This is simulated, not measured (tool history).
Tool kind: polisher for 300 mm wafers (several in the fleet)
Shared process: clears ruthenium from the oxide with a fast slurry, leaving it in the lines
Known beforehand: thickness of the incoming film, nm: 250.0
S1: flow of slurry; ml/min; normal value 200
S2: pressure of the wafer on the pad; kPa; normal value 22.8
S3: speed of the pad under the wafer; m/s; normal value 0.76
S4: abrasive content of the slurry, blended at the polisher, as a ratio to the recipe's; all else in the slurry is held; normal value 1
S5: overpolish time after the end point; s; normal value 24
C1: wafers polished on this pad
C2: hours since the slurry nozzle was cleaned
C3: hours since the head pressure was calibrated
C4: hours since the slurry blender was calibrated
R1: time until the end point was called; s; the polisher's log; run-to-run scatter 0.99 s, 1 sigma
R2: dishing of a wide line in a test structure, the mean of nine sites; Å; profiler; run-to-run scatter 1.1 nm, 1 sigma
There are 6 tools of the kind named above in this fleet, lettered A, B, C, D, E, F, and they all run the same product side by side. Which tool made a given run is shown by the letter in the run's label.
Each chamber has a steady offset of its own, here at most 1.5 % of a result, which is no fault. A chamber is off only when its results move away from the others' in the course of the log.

At hour 8.1: chamber F: head pressure recalibrated.
Run 1A, hour 10.4: usual settings; C1 755; C2 187.9; C3 1334.0; C4 285.6. Result: R1 80.965 s, R2 427.73 Å.
At hour 12.4: chamber B: head pressure recalibrated.
At hour 15.3: chamber F: worn pad replaced by a new one.
At hour 18.9: chamber A: slurry blender recalibrated.
Run 2D, hour 18.9: usual settings; C1 856; C2 335.0; C3 396.6; C4 25.2. Result: R1 82.849 s, R2 417.50 Å.
At hour 21.1: chamber C: slurry nozzle cleaned.
At hour 27.7: chamber A: worn pad replaced by a new one.
Run 3B, hour 28.1: usual settings; C1 347; C2 523.1; C3 15.7; C4 468.2. Result: R1 83.735 s, R2 416.97 Å.
Run 4E, hour 35.2: usual settings; C1 947; C2 38.4; C3 204.3; C4 357.5. Result: R1 83.687 s, R2 435.93 Å.
At hour 42.0: chamber A: head pressure recalibrated.
Run 5F, hour 45.1: usual settings; C1 228; C2 669.7; C3 37.1; C4 94.7. Result: R1 83.379 s, R2 427.72 Å.
Run 6C, hour 50.8: usual settings; C1 678; C2 29.8; C3 147.7; C4 127.8. Result: R1 84.819 s, R2 420.41 Å.
Run 7D, hour 61.9: usual settings; C1 1186; C2 378.0; C3 439.6; C4 68.2. Result: R1 81.354 s, R2 426.56 Å.
At hour 70.6: chamber B: slurry blender recalibrated.
Run 8F, hour 73.0: usual settings; C1 442; C2 697.6; C3 65.0; C4 122.6. Result: R1 82.460 s, R2 419.45 Å.
Run 9C, hour 79.9: usual settings; C1 901; C2 58.9; C3 176.8; C4 156.9. Result: R1 84.239 s, R2 431.13 Å.
Run 10B, hour 90.7: usual settings; C1 828; C2 585.7; C3 78.3; C4 20.1. Result: R1 82.716 s, R2 431.10 Å.
At hour 92.3: chamber E: worn pad replaced by a new one.
At hour 93.2: chamber B: slurry nozzle cleaned.
Run 11A, hour 98.7: usual settings; C1 545; C2 276.2; C3 56.7; C4 79.8. Result: R1 82.792 s, R2 428.10 Å.
At hour 103.4: chamber D: slurry nozzle cleaned.
Run 12E, hour 105.4: usual settings; C1 100; C2 108.6; C3 274.5; C4 427.7. Result: R1 82.023 s, R2 416.10 Å.
At hour 109.7: chamber F: worn pad replaced by a new one.
Run 13E, hour 113.8: usual settings but S2 17.9 kPa, S5 36 s; C1 165; C2 117.0; C3 282.9; C4 436.1. Result: R1 104.970 s, R2 471.41 Å.
At hour 116.8: chamber D: slurry blender recalibrated.
Run 14A, hour 120.5: usual settings but S2 17.9 kPa, S5 36 s; C1 712; C2 298.0; C3 78.5; C4 101.6. Result: R1 104.930 s, R2 465.04 Å.
At hour 124.2: chamber A: worn pad replaced by a new one.
At hour 125.7: chamber E: slurry blender recalibrated.
At hour 126.3: chamber F: slurry nozzle cleaned.
Run 15B, hour 130.0: usual settings but S2 17.9 kPa, S5 36 s; C1 1129; C2 36.9; C3 117.6; C4 59.4. Result: R1 103.530 s, R2 465.14 Å.
Run 16F, hour 139.9: usual settings but S2 17.9 kPa, S5 36 s; C1 231; C2 13.6; C3 131.9; C4 189.5. Result: R1 106.000 s, R2 468.98 Å.
Run 17D, hour 150.5: usual settings but S2 17.9 kPa, S5 36 s; C1 1866; C2 47.1; C3 528.2; C4 33.8. Result: R1 103.700 s, R2 497.00 Å.
At hour 152.9: chamber C: worn pad replaced by a new one.
Run 18C, hour 156.8: usual settings but S2 17.9 kPa, S5 36 s; C1 30; C2 135.8; C3 253.7; C4 233.8. Result: R1 104.670 s, R2 465.40 Å.
Run 19F, hour 162.3: usual settings; C1 403; C2 36.0; C3 154.3; C4 211.9. Result: R1 81.884 s, R2 419.11 Å.
Run 20C, hour 173.0: usual settings; C1 154; C2 152.0; C3 269.9; C4 250.0. Result: R1 83.192 s, R2 432.60 Å.
At hour 179.1: chamber C: head pressure recalibrated.
Run 21E, hour 182.5: usual settings; C1 692; C2 185.7; C3 351.6; C4 56.9. Result: R1 81.560 s, R2 405.94 Å.
Run 22B, hour 190.5: usual settings; C1 1594; C2 97.4; C3 178.1; C4 119.9. Result: R1 82.541 s, R2 425.68 Å.
At hour 195.1: chamber C: slurry blender recalibrated.
At hour 196.3: chamber F: worn pad replaced by a new one.
Run 23A, hour 200.2: usual settings; C1 583; C2 377.7; C3 158.2; C4 181.3. Result: R1 82.658 s, R2 405.69 Å.
At hour 203.2: chamber B: worn pad replaced by a new one.
Run 24D, hour 208.4: usual settings; C1 2311; C2 105.0; C3 586.1; C4 91.7. Result: R1 84.247 s, R2 416.77 Å.
Run 25C, hour 218.1: usual settings; C1 500; C2 197.1; C3 39.1; C4 23.1. Result: R1 84.844 s, R2 420.81 Å.
Run 26B, hour 224.0: usual settings; C1 160; C2 130.9; C3 211.6; C4 153.4. Result: R1 83.917 s, R2 437.52 Å.
Run 27A, hour 232.5: usual settings; C1 831; C2 410.0; C3 190.5; C4 213.6. Result: R1 83.032 s, R2 425.35 Å.
At hour 233.3: chamber A: worn pad replaced by a new one.
At hour 238.6: chamber E: slurry nozzle cleaned.
Run 28E, hour 242.3: usual settings; C1 1151; C2 3.8; C3 411.4; C4 116.7. Result: R1 80.830 s, R2 432.55 Å.
At hour 242.7: chamber D: slurry blender recalibrated.
Run 29D, hour 248.0: usual settings; C1 2614; C2 144.6; C3 625.7; C4 5.4. Result: R1 87.845 s, R2 415.80 Å.
Run 30F, hour 254.7: usual settings; C1 448; C2 128.4; C3 246.7; C4 304.3. Result: R1 82.915 s, R2 438.17 Å.
At hour 259.1: chamber F: slurry blender recalibrated.
Run 31C, hour 260.4: usual settings; C1 825; C2 239.4; C3 81.4; C4 65.4. Result: R1 83.260 s, R2 422.44 Å.
Run 32B, hour 266.2: usual settings; C1 484; C2 173.1; C3 253.8; C4 195.6. Result: R1 84.545 s, R2 447.23 Å.
At hour 269.5: chamber E: worn pad replaced by a new one.
Run 33D, hour 273.7: usual settings; C1 2812; C2 170.3; C3 651.4; C4 31.1. Result: R1 87.608 s, R2 409.61 Å.
Run 34F, hour 280.3: usual settings; C1 644; C2 154.0; C3 272.3; C4 21.3. Result: R1 82.519 s, R2 415.84 Å.
Run 35A, hour 285.8: usual settings; C1 403; C2 463.3; C3 243.8; C4 266.9. Result: R1 82.312 s, R2 416.65 Å.
At hour 288.6: chamber D: head pressure recalibrated.
Run 36E, hour 297.0: usual settings; C1 211; C2 58.5; C3 466.1; C4 171.4. Result: R1 82.779 s, R2 434.13 Å.
Run 37F, hour 302.9: usual settings but S1 145 ml/min, S5 31 s; C1 818; C2 176.6; C3 294.9; C4 43.9. Result: R1 87.667 s, R2 467.39 Å.
Run 38B, hour 311.3: usual settings but S1 145 ml/min, S5 31 s; C1 830; C2 218.2; C3 298.9; C4 240.7. Result: R1 87.197 s, R2 490.93 Å.
Run 39A, hour 322.0: usual settings but S1 145 ml/min, S5 31 s; C1 680; C2 499.5; C3 280.0; C4 303.1. Result: R1 86.105 s, R2 479.53 Å.
Run 40D, hour 331.2: usual settings but S1 145 ml/min, S5 31 s; C1 3253; C2 227.8; C3 42.7; C4 88.6. Result: R1 94.909 s, R2 447.68 Å.
Run 41E, hour 342.5: usual settings but S1 145 ml/min, S5 31 s; C1 560; C2 104.0; C3 511.6; C4 216.9. Result: R1 89.150 s, R2 462.42 Å.
At hour 346.8: chamber C: worn pad replaced by a new one.
Run 42C, hour 351.9: usual settings but S1 145 ml/min, S5 31 s; C1 39; C2 330.9; C3 172.9; C4 156.9. Result: R1 88.225 s, R2 487.33 Å.

Next, all 6 chambers run the settings below, one line each with question marks for the results. What does each chamber give?
Run 43A, hour 360.2: usual settings. Result: R1 ?, R2 ?.
Run 43B, hour 360.2: usual settings. Result: R1 ?, R2 ?.
Run 43C, hour 360.2: usual settings. Result: R1 ?, R2 ?.
Run 43D, hour 360.2: usual settings. Result: R1 ?, R2 ?.
Run 43E, hour 360.2: usual settings. Result: R1 ?, R2 ?.
Run 43F, hour 360.2: usual settings. Result: R1 ?, R2 ?.

run      R1      R2
43A  83.730  413.07
43B  83.621  430.84
43C  84.067  432.34
43D  92.857  396.60
43E  81.636  431.78
43F  83.572  418.48

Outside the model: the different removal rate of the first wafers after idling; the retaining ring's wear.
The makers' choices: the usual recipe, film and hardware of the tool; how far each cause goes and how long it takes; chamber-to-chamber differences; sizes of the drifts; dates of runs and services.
